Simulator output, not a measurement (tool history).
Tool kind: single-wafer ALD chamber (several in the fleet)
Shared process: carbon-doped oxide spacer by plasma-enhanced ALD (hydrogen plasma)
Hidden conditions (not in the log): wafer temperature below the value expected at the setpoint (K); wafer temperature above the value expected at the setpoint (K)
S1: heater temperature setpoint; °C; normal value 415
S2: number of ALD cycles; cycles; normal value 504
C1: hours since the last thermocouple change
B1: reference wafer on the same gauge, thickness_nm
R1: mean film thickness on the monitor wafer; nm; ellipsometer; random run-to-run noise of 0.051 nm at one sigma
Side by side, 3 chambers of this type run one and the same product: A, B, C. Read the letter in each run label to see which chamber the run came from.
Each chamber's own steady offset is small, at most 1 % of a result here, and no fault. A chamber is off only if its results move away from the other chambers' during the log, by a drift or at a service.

run 1B hour=8.6 | S1=415 S2=504 | C1=358.2 | B1=26.211 | R1=23.876
run 2C hour=17.8 | S1=415 S2=504 | C1=140 | B1=26.205 | R1=24.031
run 3A hour=24.5 | S1=415 S2=504 | C1=2995.7 | B1=26.19 | R1=23.965
run 4A hour=34.3 | S1=415 S2=504 | C1=3005.5 | B1=26.205 | R1=24.047
run 5B hour=42.4 | S1=415 S2=504 | C1=392 | B1=26.2 | R1=23.841
run 6C hour=51.2 | S1=415 S2=504 | C1=173.4 | B1=26.208 | R1=23.98
-- hour=54.3 chamber A: thermocouple changed; heater temperature recalibrated
run 7B hour=61.2 | S1=415 S2=504 | C1=410.8 | B1=26.191 | R1=23.935
run 8A hour=67.7 | S1=415 S2=504 | C1=13.4 | B1=26.189 | R1=24.066
run 9C hour=77.2 | S1=415 S2=504 | C1=199.4 | B1=26.213 | R1=24.021
run 10B hour=87.2 | S1=415 S2=504 | C1=436.8 | B1=26.2 | R1=23.937
run 11A hour=98.4 | S1=423 S2=504 | C1=44.1 | B1=26.206 | R1=23.461
run 12C hour=109.1 | S1=423 S2=504 | C1=231.3 | B1=26.206 | R1=23.489
run 13A hour=116 | S1=423 S2=504 | C1=61.7 | B1=26.213 | R1=23.487
run 14C hour=121.3 | S1=415 S2=504 | C1=243.5 | B1=26.198 | R1=24.115
run 15B hour=128.4 | S1=415 S2=504 | C1=478 | B1=26.195 | R1=23.9
run 16C hour=139.6 | S1=415 S2=504 | C1=261.8 | B1=26.195 | R1=23.99
run 17A hour=144.9 | S1=415 S2=504 | C1=90.6 | B1=26.207 | R1=23.967
run 18B hour=155.8 | S1=415 S2=504 | C1=505.4 | B1=26.207 | R1=23.798
run 19B hour=165.5 | S1=422 S2=412 | C1=515.1 | B1=26.208 | R1=19.031
run 20C hour=175.4 | S1=422 S2=412 | C1=297.6 | B1=26.204 | R1=19.21
run 21A hour=181.4 | S1=422 S2=412 | C1=127.1 | B1=26.204 | R1=19.14
run 22C hour=189.1 | S1=415 S2=504 | C1=311.3 | B1=26.197 | R1=24.063
run 23B hour=198.4 | S1=415 S2=504 | C1=548 | B1=26.194 | R1=23.759
run 24A hour=209.3 | S1=415 S2=504 | C1=155 | B1=26.209 | R1=24.027
run 25B hour=220.1 | S1=420 S2=564 | C1=569.7 | B1=26.196 | R1=26.125
run 26C hour=229.8 | S1=420 S2=564 | C1=352 | B1=26.196 | R1=26.415
run 27A hour=238 | S1=420 S2=564 | C1=183.7 | B1=26.195 | R1=26.471
run 28A hour=249.2 | S1=423 S2=554 | C1=194.9 | B1=26.191 | R1=25.674
run 29C hour=258.5 | S1=423 S2=554 | C1=380.7 | B1=26.2 | R1=25.674
run 30B hour=266.5 | S1=423 S2=554 | C1=616.1 | B1=26.199 | R1=25.258
run 31B hour=273.7 | S1=415 S2=439 | C1=623.3 | B1=26.211 | R1=20.577
run 32A hour=281.9 | S1=415 S2=439 | C1=227.6 | B1=26.197 | R1=20.978
run 33C hour=289.8 | S1=415 S2=439 | C1=412 | B1=26.204 | R1=20.994
run 34C hour=298 | S1=415 S2=504 | C1=420.2 | B1=26.186 | R1=24.029
run 35B hour=305.1 | S1=415 S2=504 | C1=654.7 | B1=26.204 | R1=23.609
run 36A hour=315.3 | S1=415 S2=504 | C1=261 | B1=26.208 | R1=24.031
run 37A hour=323.9 | S1=415 S2=462 | C1=269.6 | B1=26.2 | R1=22.056
run 38B hour=333.5 | S1=415 S2=462 | C1=683.1 | B1=26.204 | R1=21.661

Next, all 3 chambers run the settings below, one line each with question marks for the results. What does each chamber give?
run 39A hour=341.8 | S1=415 S2=504 | R1=?
run 39B hour=341.8 | S1=415 S2=504 | R1=?
run 39C hour=341.8 | S1=415 S2=504 | R1=?

run=39A R1=24.016
run=39B R1=23.569
run=39C R1=23.972
